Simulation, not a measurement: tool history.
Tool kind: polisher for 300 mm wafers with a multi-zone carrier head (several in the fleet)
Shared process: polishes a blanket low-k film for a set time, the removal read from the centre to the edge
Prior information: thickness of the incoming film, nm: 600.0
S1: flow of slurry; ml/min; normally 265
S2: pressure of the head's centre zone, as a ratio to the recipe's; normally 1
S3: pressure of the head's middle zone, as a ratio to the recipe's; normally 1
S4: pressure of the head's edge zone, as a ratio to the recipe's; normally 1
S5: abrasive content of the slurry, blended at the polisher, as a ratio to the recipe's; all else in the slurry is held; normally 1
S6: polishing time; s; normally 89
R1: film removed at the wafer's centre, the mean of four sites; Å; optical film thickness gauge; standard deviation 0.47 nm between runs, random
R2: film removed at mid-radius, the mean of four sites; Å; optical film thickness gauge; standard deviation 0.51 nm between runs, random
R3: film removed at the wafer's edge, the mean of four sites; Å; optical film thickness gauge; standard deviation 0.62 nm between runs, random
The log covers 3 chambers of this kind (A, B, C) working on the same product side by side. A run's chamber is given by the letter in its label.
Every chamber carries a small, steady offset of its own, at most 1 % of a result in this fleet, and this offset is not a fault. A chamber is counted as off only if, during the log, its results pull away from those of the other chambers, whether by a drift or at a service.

run	hour	S1	S2	S3	S4	S5	S6	R1	R2	R3
1B	5.1	265	1	1	1	1	89	421.81	428.57	418.4
# hour 13.3: chamber C: centre zone pressure recalibrated
2A	13.9	265	1	1	1	1	89	416.37	415.56	413.52
3C	18.8	265	1	1	1	1	89	418.3	420.06	419.51
4A	24.7	265	1	1	1	1	89	420.45	421.93	427.18
5C	29.2	265	1	1	1	1	89	417.38	415.71	406.21
# hour 29.5: chamber B: worn pad replaced by a new one
6B	37.6	265	1	1	1	1	89	414.77	423.05	425.14
7C	45.4	265	1	1	1	1	89	419.44	420.87	420.81
8B	52	265	1	1	1	1	89	425.18	410.68	419.74
# hour 59.1: chamber A: slurry nozzle cleaned
9A	59.9	265	1	1	1	1	89	415.27	421.3	421
# hour 67.7: chamber A: worn pad replaced by a new one
10A	68	265	1	1	1	1	89	409.78	418.89	409.06
11B	74.7	265	1	1	1	1	89	416.98	414.78	429.58
# hour 74.9: chamber B: worn pad replaced by a new one
12C	82.1	265	1	1	1	1	89	422.25	415.85	414.5
13A	86.1	265	1	1	1	1	89	405.65	409.58	415.93
14C	90.3	265	1	1	1	1	89	418.18	425.65	413.7
15B	95.5	265	1	1	1	1	89	421.1	416.34	414.48
# hour 97.9: chamber C: worn pad replaced by a new one
16C	103.2	175	1	1	1.1	1	89	394.61	391.6	421.45
17B	109.7	175	1	1	1.1	1	89	397.48	402.49	417.73
18A	114.8	175	1	1	1.1	1	89	395.61	401.54	416.3
19B	122.4	265	1	1	1	1	89	417.15	415.68	422.79
# hour 125.8: chamber A: centre zone pressure recalibrated
# hour 128.2: chamber B: worn pad replaced by a new one
20C	131.2	265	1	1	1	1	89	421.88	427.59	427.65
21A	138.7	265	1	1	1	1	89	389.11	421.22	419.89
22B	144.1	265	1	1	1	1	89	416.93	411.99	427.56
# hour 148.2: chamber A: worn pad replaced by a new one
23A	152.7	265	1	1	1	1	89	390.28	410.4	413.22
24C	159.8	265	1	1	1	1.25	89	460.87	455.62	459.47
25B	166.8	265	1	1	1	1.25	89	460.32	456.13	455.1
# hour 169.6: chamber A: edge zone pressure recalibrated
26C	172.6	265	1	1	1	1.25	89	463.72	458.79	455.25
27A	178	265	1	1	1	1	89	384.36	415.46	418.54
# hour 182.2: chamber B: worn pad replaced by a new one
28C	185.9	265	1	1	1	1	89	418.93	419.33	410.93
29A	192.6	265	1	1	1	1	89	392.1	418.76	419.54
# hour 197: chamber C: worn pad replaced by a new one
30B	197.3	265	1	1	1	1	89	429.47	416.63	419.43
# hour 202.3: chamber C: slurry nozzle cleaned
31B	206.3	265	1	1	1	1	89	405.02	416.23	424.64
32C	212.6	265	1	1	1	1	119	563.87	554.37	563.69
# hour 217.8: chamber A: worn pad replaced by a new one
33A	219.5	265	1	1	1	1	119	520.45	562.31	561.99
34A	223.5	265	1	1	1	1	119	516.62	554.03	567.34
# hour 225.7: chamber B: worn pad replaced by a new one
35B	231.7	265	1	1	1	1	89	406.15	419.95	419.61
36C	237.9	265	1	1	1	1	89	426.25	417.98	417.84

Each of the 3 chambers runs these same settings next. Fill in every chamber's results:
37A	244.3	345	1	1	1	1	89	?	?	?
37B	244.3	345	1	1	1	1	89	?	?	?
37C	244.3	345	1	1	1	1	89	?	?	?

run	R1	R2	R3
37A	410.78	424.85	425.69
37B	425.52	425.32	429.43
37C	428.44	429.23	425.71

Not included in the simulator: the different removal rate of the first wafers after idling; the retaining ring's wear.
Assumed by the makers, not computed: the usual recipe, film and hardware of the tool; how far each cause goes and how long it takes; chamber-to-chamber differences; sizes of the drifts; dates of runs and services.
